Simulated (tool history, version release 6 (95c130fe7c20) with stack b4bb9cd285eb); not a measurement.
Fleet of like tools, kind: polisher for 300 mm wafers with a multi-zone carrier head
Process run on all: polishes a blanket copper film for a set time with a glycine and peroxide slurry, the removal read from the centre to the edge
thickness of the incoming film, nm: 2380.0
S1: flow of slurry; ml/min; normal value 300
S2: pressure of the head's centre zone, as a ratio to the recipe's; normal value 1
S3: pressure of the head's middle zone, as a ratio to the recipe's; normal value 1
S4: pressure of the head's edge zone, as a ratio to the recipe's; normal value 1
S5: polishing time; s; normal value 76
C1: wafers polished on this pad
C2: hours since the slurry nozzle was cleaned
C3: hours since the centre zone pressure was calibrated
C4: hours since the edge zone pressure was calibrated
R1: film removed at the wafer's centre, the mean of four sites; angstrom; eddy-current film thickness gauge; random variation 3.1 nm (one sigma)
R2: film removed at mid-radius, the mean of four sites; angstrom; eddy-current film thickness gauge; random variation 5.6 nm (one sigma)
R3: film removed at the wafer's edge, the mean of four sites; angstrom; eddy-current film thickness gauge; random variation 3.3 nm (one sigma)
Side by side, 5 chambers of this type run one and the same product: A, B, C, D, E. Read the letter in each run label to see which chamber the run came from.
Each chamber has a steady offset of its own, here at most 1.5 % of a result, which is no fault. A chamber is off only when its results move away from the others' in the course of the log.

| run | hour | S1 | S2 | S3 | S4 | S5 | C1 | C2 | C3 | C4 | R1 | R2 | R3 |
|---|---|---|---|---|---|---|---|---|---|---|---|---|---|
|  | 0.5 | chamber A: worn pad replaced by a new one |
|  | 3.1 | chamber D: worn pad replaced by a new one |
| 1C | 7.6 | 300 | 1 | 1 | 1 | 76 | 496 | 549.1 | 373.2 | 832.5 | 4900.3 | 4922.2 | 4904.2 |
| 2A | 11.1 | 300 | 1 | 1 | 1 | 76 | 80 | 212.6 | 1320.4 | 98 | 4888.8 | 4817 | 4974.8 |
| 3E | 17 | 300 | 1 | 1 | 1 | 76 | 838 | 391.4 | 602.7 | 1255.7 | 4861 | 4874.3 | 4867.1 |
| 4D | 20.7 | 300 | 1 | 1 | 1 | 76 | 134 | 524.1 | 45.5 | 200.3 | 4884 | 4904 | 4856.3 |
|  | 24.5 | chamber E: edge zone pressure recalibrated |
| 5B | 28.7 | 300 | 1 | 1 | 1 | 76 | 395 | 97.1 | 179.6 | 335.6 | 4875.8 | 4947.8 | 4902.5 |
|  | 29.7 | chamber C: worn pad replaced by a new one |
| 6A | 35.6 | 300 | 1 | 1 | 1 | 76 | 267 | 237.1 | 1344.9 | 122.5 | 4861.4 | 4752.9 | 4937.1 |
| 7D | 41.9 | 300 | 1 | 1 | 1 | 76 | 296 | 545.3 | 66.7 | 221.5 | 4887.2 | 4958.4 | 4944.2 |
| 8C | 46.2 | 300 | 1 | 1 | 1 | 76 | 126 | 587.7 | 411.8 | 871.1 | 4806.3 | 4883.4 | 4830.2 |
| 9B | 52.8 | 300 | 1 | 1 | 1 | 76 | 579 | 121.2 | 203.7 | 359.7 | 4825.4 | 4821.4 | 4974 |
| 10E | 57.6 | 300 | 1 | 1 | 1 | 76 | 1147 | 432 | 643.3 | 33.2 | 4904.4 | 4885 | 4916.9 |
|  | 60.6 | chamber E: worn pad replaced by a new one |
| 11E | 65 | 300 | 1 | 1 | 1 | 76 | 33 | 439.4 | 650.7 | 40.6 | 4876.7 | 4801.9 | 4825.1 |
| 12C | 72 | 300 | 1 | 1 | 1 | 76 | 323 | 613.5 | 437.6 | 896.9 | 4915.1 | 4832.7 | 4893.1 |
|  | 73.1 | chamber B: worn pad replaced by a new one |
| 13B | 75.9 | 300 | 1 | 1 | 1 | 76 | 21 | 144.3 | 226.8 | 382.8 | 4876.5 | 4888.4 | 4930.8 |
| 14A | 79.9 | 300 | 1 | 1 | 1 | 76 | 605 | 281.4 | 1389.2 | 166.8 | 4833.1 | 4808.7 | 4931.1 |
|  | 81.7 | chamber A: centre zone pressure recalibrated |
| 15D | 84.4 | 300 | 1 | 1 | 1 | 76 | 620 | 587.8 | 109.2 | 264 | 4863.2 | 5007 | 4850.4 |
| 16A | 89.5 | 300 | 1 | 1.07 | 1 | 76 | 678 | 291 | 7.8 | 176.4 | 4822.6 | 5326.6 | 4963.7 |
| 17D | 93.5 | 300 | 1 | 1.07 | 1 | 76 | 689 | 596.9 | 118.3 | 273.1 | 4872.8 | 5230.9 | 4917.5 |
| 18E | 99.4 | 300 | 1 | 1.07 | 1 | 76 | 295 | 473.8 | 685.1 | 75 | 4880 | 5267.6 | 4908.8 |
|  | 99.7 | chamber E: centre zone pressure recalibrated |
| 19B | 103.3 | 300 | 1 | 1.07 | 1 | 76 | 230 | 171.7 | 254.2 | 410.2 | 4852.9 | 5127.4 | 4872.8 |
| 20C | 107.5 | 300 | 1 | 1.07 | 1 | 76 | 593 | 649 | 473.1 | 932.4 | 4879.9 | 5242.4 | 4814.8 |
| 21E | 114 | 300 | 1 | 1 | 1 | 76 | 407 | 488.4 | 14.3 | 89.6 | 4546.2 | 4909.6 | 4903.8 |
| 22A | 119.1 | 300 | 1 | 1 | 1 | 76 | 904 | 320.6 | 37.4 | 206 | 4866.3 | 4927.7 | 4906.8 |
| 23C | 127 | 300 | 1 | 1 | 1 | 76 | 742 | 668.5 | 492.6 | 951.9 | 4877.4 | 4829.9 | 4854.6 |
|  | 127.9 | chamber D: worn pad replaced by a new one |
|  | 132.6 | chamber B: edge zone pressure recalibrated |
| 24D | 133.5 | 300 | 1 | 1 | 1 | 76 | 43 | 636.9 | 158.3 | 313.1 | 4874.4 | 4919.8 | 4851.5 |
|  | 135.3 | chamber A: slurry nozzle cleaned |
|  | 136 | chamber C: worn pad replaced by a new one |
| 25B | 141.4 | 300 | 1 | 1 | 1 | 76 | 521 | 209.8 | 292.3 | 8.8 | 4827.9 | 4843.2 | 4932 |
| 26E | 147.5 | 300 | 1 | 0.91 | 1.1 | 76 | 662 | 521.9 | 47.8 | 123.1 | 4603.7 | 4559.4 | 5133.1 |
| 27A | 153.8 | 300 | 1 | 0.91 | 1.1 | 76 | 1168 | 18.5 | 72.1 | 240.7 | 4814.3 | 4413.5 | 5212 |
| 28B | 159.4 | 300 | 1 | 0.91 | 1.1 | 76 | 658 | 227.8 | 310.3 | 26.8 | 4932.7 | 4495.2 | 5160.2 |
|  | 160 | chamber B: worn pad replaced by a new one |
| 29C | 163.4 | 300 | 1 | 0.91 | 1.1 | 76 | 208 | 704.9 | 529 | 988.3 | 4803.3 | 4406.5 | 5172.7 |
| 30D | 167 | 300 | 1 | 0.91 | 1.1 | 76 | 298 | 670.4 | 191.8 | 346.6 | 4863.6 | 4402.1 | 5141.2 |
| 31D | 173.7 | 300 | 1 | 1 | 1 | 76 | 349 | 677.1 | 198.5 | 353.3 | 4816.1 | 4880.2 | 4932.1 |
| 32C | 179.4 | 300 | 1 | 1 | 1 | 76 | 330 | 720.9 | 545 | 1004.3 | 4853.5 | 4836.5 | 4850.2 |
|  | 183.3 | chamber A: worn pad replaced by a new one |
| 33E | 186.1 | 245 | 1 | 1 | 1 | 76 | 956 | 560.5 | 86.4 | 161.7 | 4457.6 | 4760.8 | 4768.3 |
| 34B | 191.8 | 245 | 1 | 1 | 1 | 76 | 242 | 260.2 | 342.7 | 59.2 | 4783.6 | 4774.5 | 4802.6 |
| 35A | 198.9 | 245 | 1 | 1 | 1 | 76 | 119 | 63.6 | 117.2 | 285.8 | 4770.7 | 4830.6 | 4906.5 |
|  | 199.5 | chamber E: worn pad replaced by a new one |
| 36A | 204.4 | 245 | 1 | 1 | 1 | 76 | 161 | 69.1 | 122.7 | 291.3 | 4783.3 | 4766 | 4867.8 |
| 37E | 209.9 | 245 | 1 | 1 | 1 | 76 | 79 | 584.3 | 110.2 | 185.5 | 4421.9 | 4810.6 | 4786.3 |
| 38C | 216.2 | 300 | 1 | 1 | 1 | 76 | 611 | 757.7 | 581.8 | 1041.1 | 4805.8 | 4836.2 | 4855.1 |
|  | 218 | chamber C: slurry nozzle cleaned |
| 39D | 221.7 | 300 | 1 | 1 | 1 | 76 | 715 | 725.1 | 246.5 | 401.3 | 4868.8 | 4934.6 | 4954.5 |
| 40B | 228.8 | 300 | 1 | 1 | 1 | 76 | 524 | 297.2 | 379.7 | 96.2 | 4844.8 | 4859.1 | 4888.7 |
|  | 230.1 | chamber D: worn pad replaced by a new one |
| 41E | 234.7 | 300 | 1 | 1 | 1 | 76 | 268 | 609.1 | 135 | 210.3 | 4559.3 | 4831.8 | 4911.3 |
|  | 235.9 | chamber D: slurry nozzle cleaned |
|  | 237 | chamber C: worn pad replaced by a new one |
| 42D | 241.7 | 300 | 1 | 1 | 1 | 76 | 88 | 5.9 | 266.5 | 421.3 | 4894.7 | 4907.7 | 4876.5 |
| 43C | 245.4 | 255 | 1 | 1 | 1 | 68 | 64 | 27.5 | 611 | 1070.3 | 4214.7 | 4169.7 | 4333.4 |
| 44A | 251.6 | 255 | 1 | 1 | 1 | 68 | 521 | 116.3 | 169.9 | 338.5 | 4200.7 | 4284.1 | 4346.4 |

Read the log: is a single chamber off, either drifting away or since a service, is the gauge that measures every chamber drifting, or is nothing wrong beyond small per-chamber offsets? Name any odd chamber and what most likely caused it.

The work done on chamber E during a service left it standing apart from the others.
Cause: centre zone's pressure below its setpoint, % = 5.62.

Which of the 4 candidates below, each the usual settings with something changed and its results left as question marks, puts chamber E back in line with what the other chambers give on the usual settings?
Maximum distance from the other chambers' mean on the usual settings for a result to count as in line: R1 110 angstrom; R2 200 angstrom; R3 120 angstrom
| 45E-1 | 257.4 | 295 | 0.93 | 1.02 | 1.02 | 75 |  |  |  |  | ? | ? | ? |
| 45E-2 | 257.4 | 305 | 1.07 | 0.98 | 0.98 | 77 |  |  |  |  | ? | ? | ? |
| 45E-3 | 257.4 | 305 | 1.04 | 0.99 | 0.99 | 77 |  |  |  |  | ? | ? | ? |
| 45E-4 | 257.4 | 295 | 0.96 | 1.01 | 1.01 | 75 |  |  |  |  | ? | ? | ? |

The other chambers' mean on the usual settings: R1 4863.5 angstrom; R2 4885.2 angstrom; R3 4898 angstrom
| run | R1 | R2 | R3 |
|---|---|---|---|
| 45E-1 | 4171.7 | 4888.5 | 4853 |
| 45E-2 | 5021.8 | 4853.1 | 4895.1 |
| 45E-3 | 4866.9 | 4898.5 | 4920.1 |
| 45E-4 | 4322.1 | 4844.3 | 4828.8 |
45E-3 is the one that brings the chamber's results back in line with the other chambers.
